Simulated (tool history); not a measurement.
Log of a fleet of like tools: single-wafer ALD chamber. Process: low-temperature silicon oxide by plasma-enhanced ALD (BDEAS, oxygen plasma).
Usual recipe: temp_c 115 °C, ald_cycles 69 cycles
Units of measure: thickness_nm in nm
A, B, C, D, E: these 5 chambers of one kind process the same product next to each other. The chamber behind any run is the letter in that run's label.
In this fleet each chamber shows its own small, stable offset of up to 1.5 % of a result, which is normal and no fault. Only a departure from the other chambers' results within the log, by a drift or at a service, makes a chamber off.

run,hour,temp_c,ald_cycles,hours since the last thermocouple change,"read-back reference wafer on the same gauge, thickness_nm",thickness_nm
1B,3.5,115,69,1354.2,10.196,9.6526
2E,9.2,115,69,710.8,10.195,9.5258
3A,16.3,115,69,2262.8,10.195,9.6648
4C,22.6,115,69,44.1,10.188,9.6165
5D,27.1,115,69,620.9,10.186,9.4808
6E,30.7,115,69,732.3,10.188,9.5398
7A,34.6,115,69,2281.1,10.188,9.6676
8D,38.1,115,69,631.9,10.189,9.4957
9C,44.4,115,56,65.9,10.185,7.8010
10B,51.8,115,56,1402.5,10.179,7.7965
11D,58.3,115,56,652.1,10.179,7.7041
12C,62.9,115,56,84.4,10.174,7.8070
13E,68.4,115,56,770.0,10.173,7.7333
14A,72.5,115,69,2319.0,10.172,9.6925
15B,76.0,115,69,1426.7,10.175,9.6152
16D,80.7,115,69,674.5,10.170,9.4912
# hour 85.0: chamber A: thermocouple changed; heater temperature recalibrated
17E,88.0,115,69,789.6,10.169,9.5378
18C,94.7,121,61,116.2,10.166,8.4088
19A,100.1,121,61,15.1,10.160,8.4375
20B,107.6,121,61,1458.3,10.159,8.3726
21E,111.7,121,61,813.3,10.159,8.3181
22A,117.8,121,61,32.8,10.160,8.4384
23C,123.9,115,69,145.4,10.154,9.6010
24B,129.3,115,69,1480.0,10.151,9.5677
25D,135.9,115,69,729.7,10.150,9.4785
26E,143.2,115,69,844.8,10.149,9.4989
27D,149.8,115,69,743.6,10.148,9.4613
28A,153.2,115,69,68.2,10.141,9.6344
29C,158.4,115,69,179.9,10.141,9.5835
30B,164.8,115,69,1515.5,10.143,9.5412
31C,170.9,115,69,192.4,10.142,9.5517
32E,177.6,115,69,879.2,10.135,9.4604

The same settings go to every chamber for the next run, one line per chamber below. Forecast the results for each:
33A,183.3,115,75,,,?
33B,183.3,115,75,,,?
33C,183.3,115,75,,,?
33D,183.3,115,75,,,?
33E,183.3,115,75,,,?

run,thickness_nm
33A,10.4740
33B,10.4280
33C,10.4090
33D,10.2670
33E,10.3090
